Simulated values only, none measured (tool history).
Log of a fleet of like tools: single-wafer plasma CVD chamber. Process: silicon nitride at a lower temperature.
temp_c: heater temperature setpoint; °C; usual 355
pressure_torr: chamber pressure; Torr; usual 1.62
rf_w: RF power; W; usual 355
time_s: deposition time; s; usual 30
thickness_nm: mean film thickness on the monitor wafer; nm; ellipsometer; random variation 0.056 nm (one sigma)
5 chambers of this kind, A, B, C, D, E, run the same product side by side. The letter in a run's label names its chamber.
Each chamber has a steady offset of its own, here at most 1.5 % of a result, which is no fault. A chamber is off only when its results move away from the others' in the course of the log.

| run | hour | temp_c | pressure_torr | rf_w | time_s | hours since the last thermocouple change | hours since the last RF generator calibration | hours since the last manometer calibration | read-back reference wafer on the same gauge, thickness_nm | thickness_nm |
|---|---|---|---|---|---|---|---|---|---|---|
| 1B | 3.7 | 355 | 1.62 | 355 | 30 | 302.7 | 1606.8 | 473 | 40.6 | 39.672 |
| 2A | 6.9 | 355 | 1.62 | 355 | 30 | 491.7 | 384.3 | 1666.5 | 40.612 | 39.523 |
| 3D | 12.9 | 355 | 1.62 | 355 | 30 | 2477.2 | 123.9 | 936.2 | 40.618 | 39.571 |
| 4E | 16.7 | 355 | 1.62 | 355 | 30 | 1258.3 | 330.2 | 397.3 | 40.62 | 39.239 |
| 5C | 21.3 | 355 | 1.62 | 355 | 30 | 977.6 | 552.8 | 613.6 | 40.629 | 38.922 |
| 6E | 27.1 | 355 | 1.62 | 355 | 30 | 1268.7 | 340.6 | 407.7 | 40.622 | 39.258 |
| 7D | 32.7 | 355 | 1.62 | 355 | 30 | 2497 | 143.7 | 956 | 40.646 | 39.622 |
| 8C | 36.8 | 355 | 1.62 | 355 | 30 | 993.1 | 568.3 | 629.1 | 40.652 | 38.867 |
| 9B | 41.2 | 362 | 1.62 | 405 | 30 | 340.2 | 1644.3 | 510.5 | 40.655 | 43.045 |
| 10A | 45 | 362 | 1.62 | 405 | 30 | 529.8 | 422.4 | 1704.6 | 40.646 | 42.805 |
| 11D | 50.9 | 362 | 1.62 | 405 | 30 | 2515.2 | 161.9 | 974.2 | 40.653 | 42.888 |
| 12A | 55.8 | 362 | 1.62 | 405 | 30 | 540.6 | 433.2 | 1715.4 | 40.676 | 42.846 |
| 13C | 59.7 | 362 | 1.62 | 405 | 30 | 1016 | 591.2 | 652 | 40.677 | 42.175 |
| 14E | 62.9 | 349 | 1.28 | 355 | 30 | 1304.5 | 376.4 | 443.5 | 40.665 | 36.873 |
| 15B | 68 | 349 | 1.28 | 355 | 30 | 367 | 1671.1 | 537.3 | 40.68 | 37.281 |
| 16B | 72.7 | 349 | 1.28 | 355 | 30 | 371.7 | 1675.8 | 542 | 40.691 | 37.325 |
| 17D | 77.3 | 349 | 1.28 | 355 | 30 | 2541.6 | 188.3 | 1000.6 | 40.69 | 37.073 |
| 18A | 83.2 | 349 | 1.28 | 355 | 30 | 568 | 460.6 | 1742.8 | 40.709 | 37.169 |
| 19E | 88.6 | 345 | 1.62 | 355 | 33.7 | 1330.2 | 402.1 | 469.2 | 40.698 | 44.346 |
| 20C | 91.8 | 345 | 1.62 | 355 | 33.7 | 1048.1 | 623.3 | 684.1 | 40.721 | 44.018 |
| 21C | 95.3 | 345 | 1.62 | 355 | 33.7 | 1051.6 | 626.8 | 687.6 | 40.731 | 43.998 |
| 22B | 99.6 | 345 | 1.62 | 355 | 33.7 | 398.6 | 1702.7 | 568.9 | 40.719 | 44.856 |
| 23E | 103.9 | 345 | 1.62 | 355 | 33.7 | 1345.5 | 417.4 | 484.5 | 40.731 | 44.307 |
| 24A | 107.2 | 355 | 1.62 | 355 | 30 | 592 | 484.6 | 1766.8 | 40.737 | 39.647 |
|  | 108.7 | chamber D: thermocouple changed; heater temperature recalibrated |
| 25D | 110.9 | 355 | 1.62 | 310 | 30 | 2.3 | 221.9 | 1034.2 | 40.744 | 36.193 |
| 26C | 114.7 | 355 | 1.62 | 310 | 30 | 1071 | 646.2 | 707 | 40.74 | 35.79 |
| 27B | 118.9 | 355 | 1.62 | 310 | 30 | 417.9 | 1722 | 588.2 | 40.772 | 36.415 |
| 28D | 124 | 355 | 1.62 | 310 | 30 | 15.4 | 235 | 1047.3 | 40.754 | 36.219 |
| 29A | 127.3 | 355 | 1.62 | 310 | 30 | 612.1 | 504.7 | 1786.9 | 40.743 | 36.285 |
| 30E | 131.7 | 364 | 1.49 | 355 | 30 | 1373.3 | 445.2 | 512.3 | 40.761 | 38.382 |
| 31C | 134.7 | 364 | 1.49 | 355 | 30 | 1091 | 666.2 | 727 | 40.771 | 37.995 |
| 32A | 140.2 | 364 | 1.49 | 355 | 30 | 625 | 517.6 | 1799.8 | 40.797 | 38.649 |
| 33D | 145.5 | 364 | 1.49 | 355 | 30 | 36.9 | 256.5 | 1068.8 | 40.802 | 38.635 |
| 34E | 150.5 | 364 | 1.49 | 355 | 30 | 1392.1 | 464 | 531.1 | 40.786 | 38.449 |
| 35B | 153.8 | 355 | 1.62 | 355 | 30 | 452.8 | 1756.9 | 623.1 | 40.774 | 39.854 |
| 36C | 158.2 | 355 | 1.62 | 355 | 30 | 1114.5 | 689.7 | 750.5 | 40.806 | 39.059 |
| 37A | 161 | 355 | 1.62 | 355 | 30 | 645.8 | 538.4 | 1820.6 | 40.811 | 39.632 |
| 38E | 165.6 | 355 | 1.62 | 355 | 30 | 1407.2 | 479.1 | 546.2 | 40.802 | 39.492 |
| 39D | 168.8 | 355 | 1.62 | 355 | 30 | 60.2 | 279.8 | 1092.1 | 40.812 | 39.723 |
| 40B | 174.8 | 355 | 1.62 | 355 | 30 | 473.8 | 1777.9 | 644.1 | 40.817 | 39.847 |
| 41B | 180.4 | 355 | 1.62 | 355 | 30 | 479.4 | 1783.5 | 649.7 | 40.814 | 39.921 |
| 42E | 183.3 | 355 | 1.62 | 355 | 30 | 1424.9 | 496.8 | 563.9 | 40.839 | 39.455 |

Is one chamber off against the others, does the gauge drift, or is nothing wrong? If a chamber is off, say which, and what the likeliest cause is.

The gauge drifts, so all chambers seem to drift together. No chamber is off.
Cause: gauge reads high (%) = 0.584.
